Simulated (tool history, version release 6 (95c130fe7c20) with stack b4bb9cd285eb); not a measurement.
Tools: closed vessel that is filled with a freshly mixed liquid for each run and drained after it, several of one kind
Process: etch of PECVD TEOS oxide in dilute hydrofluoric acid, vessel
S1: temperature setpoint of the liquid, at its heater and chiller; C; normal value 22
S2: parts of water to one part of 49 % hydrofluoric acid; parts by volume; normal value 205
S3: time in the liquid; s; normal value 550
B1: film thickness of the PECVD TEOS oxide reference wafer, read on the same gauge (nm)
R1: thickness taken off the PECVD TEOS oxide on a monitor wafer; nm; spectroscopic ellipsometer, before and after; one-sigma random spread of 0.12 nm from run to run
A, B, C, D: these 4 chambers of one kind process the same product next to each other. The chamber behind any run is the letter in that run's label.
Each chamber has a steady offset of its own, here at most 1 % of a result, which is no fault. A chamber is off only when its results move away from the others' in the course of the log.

Run 1B, hour 10.2: usual settings; B1 49.992. Result: R1 24.203 nm.
Run 2C, hour 19.1: usual settings; B1 49.968. Result: R1 24.182 nm.
Run 3A, hour 31.3: usual settings; B1 49.992. Result: R1 24.352 nm.
Run 4D, hour 44.6: usual settings; B1 50.05. Result: R1 24.23 nm.
Run 5A, hour 54.6: usual settings; B1 49.98. Result: R1 24.335 nm.
Run 6B, hour 71.2: usual settings but S1 19 C, S3 705 s; B1 49.977. Result: R1 27.862 nm.
Run 7D, hour 81.5: usual settings but S1 19 C, S3 705 s; B1 49.992. Result: R1 27.356 nm.
Run 8C, hour 97.2: usual settings but S1 19 C, S3 705 s; B1 50.004. Result: R1 27.704 nm.
Run 9B, hour 104.9: usual settings but S1 19 C, S3 705 s; B1 49.998. Result: R1 27.498 nm.
Run 10D, hour 119.8: usual settings; B1 49.999. Result: R1 23.96 nm.
Run 11A, hour 128.9: usual settings; B1 50.022. Result: R1 24.301 nm.
Run 12C, hour 137.7: usual settings; B1 50.002. Result: R1 24.437 nm.
Run 13C, hour 146.4: usual settings; B1 50.016. Result: R1 24.316 nm.
Run 14B, hour 162.4: usual settings but S1 18 C, S2 110 parts by volume; B1 50.035. Result: R1 42.387 nm.
Run 15A, hour 170.6: usual settings but S1 18 C, S2 110 parts by volume; B1 50.001. Result: R1 42.608 nm.
At hour 176: chamber B: thermometer replaced.
Run 16D, hour 181.5: usual settings but S1 18 C, S2 110 parts by volume; B1 50.001. Result: R1 42.052 nm.
Run 17A, hour 189.8: usual settings but S1 18 C, S2 110 parts by volume; B1 50.012. Result: R1 42.818 nm.
Run 18B, hour 205.7: usual settings but S1 17 C, S3 365 s; B1 50.03. Result: R1 13.253 nm.
Run 19D, hour 213.4: usual settings but S1 17 C, S3 365 s; B1 50.028. Result: R1 13.067 nm.
Run 20C, hour 224.2: usual settings but S1 17 C, S3 365 s; B1 50.005. Result: R1 13.322 nm.
Run 21C, hour 231.4: usual settings but S1 17 C, S3 365 s; B1 49.986. Result: R1 13.27 nm.
Run 22B, hour 240.4: usual settings; B1 50.012. Result: R1 24.071 nm.
Run 23D, hour 253.5: usual settings; B1 49.95. Result: R1 24.022 nm.
Run 24A, hour 261.7: usual settings; B1 50.034. Result: R1 24.254 nm.
Run 25D, hour 277.3: usual settings; B1 50.007. Result: R1 24.114 nm.
Run 26A, hour 284.9: usual settings; B1 49.996. Result: R1 24.237 nm.
Run 27B, hour 294.6: usual settings; B1 50.025. Result: R1 24.233 nm.
Run 28C, hour 306.6: usual settings; B1 49.957. Result: R1 24.214 nm.
Run 29A, hour 321.6: usual settings; B1 49.975. Result: R1 24.18 nm.
Run 30D, hour 330.2: usual settings; B1 49.998. Result: R1 24.123 nm.
Run 31C, hour 343.5: usual settings; B1 50.006. Result: R1 24.379 nm.
Run 32B, hour 353.8: usual settings; B1 50. Result: R1 24.328 nm.
Run 33B, hour 366.6: usual settings; B1 50.014. Result: R1 24.152 nm.
Run 34A, hour 381.7: usual settings; B1 49.988. Result: R1 24.159 nm.
At hour 383: chamber C: thermometer replaced.
At hour 394.6: chamber C: hydrofluoric acid flow meter replaced.
Run 35C, hour 395.3: usual settings but S3 230 s; B1 50.01. Result: R1 10.133 nm.
Run 36D, hour 407.8: usual settings but S3 230 s; B1 50.041. Result: R1 9.9966 nm.
Run 37D, hour 419.3: usual settings but S3 230 s; B1 50.015. Result: R1 9.9925 nm.
Run 38B, hour 426.9: usual settings but S3 230 s; B1 50.031. Result: R1 10.061 nm.
Run 39A, hour 438.3: usual settings; B1 50.037. Result: R1 24.228 nm.
At hour 440.9: chamber A: hydrofluoric acid flow meter replaced.
Run 40C, hour 451.4: usual settings; B1 50.004. Result: R1 24.375 nm.
Run 41A, hour 462.7: usual settings; B1 50.012. Result: R1 24.288 nm.
Run 42B, hour 477.6: usual settings; B1 50.039. Result: R1 24.192 nm.
Run 43C, hour 490.6: usual settings; B1 50.001. Result: R1 24.314 nm.
Run 44D, hour 503.7: usual settings; B1 49.996. Result: R1 24.188 nm.

All chambers now run identical settings, listed one chamber a line with results as question marks. What results will each chamber show?
Run 45A, hour 515.7: usual settings but S1 20.5 C. Result: R1 ?.
Run 45B, hour 515.7: usual settings but S1 20.5 C. Result: R1 ?.
Run 45C, hour 515.7: usual settings but S1 20.5 C. Result: R1 ?.
Run 45D, hour 515.7: usual settings but S1 20.5 C. Result: R1 ?.

run      R1
45A  22.945
45B  22.919
45C  23.065
45D  22.752

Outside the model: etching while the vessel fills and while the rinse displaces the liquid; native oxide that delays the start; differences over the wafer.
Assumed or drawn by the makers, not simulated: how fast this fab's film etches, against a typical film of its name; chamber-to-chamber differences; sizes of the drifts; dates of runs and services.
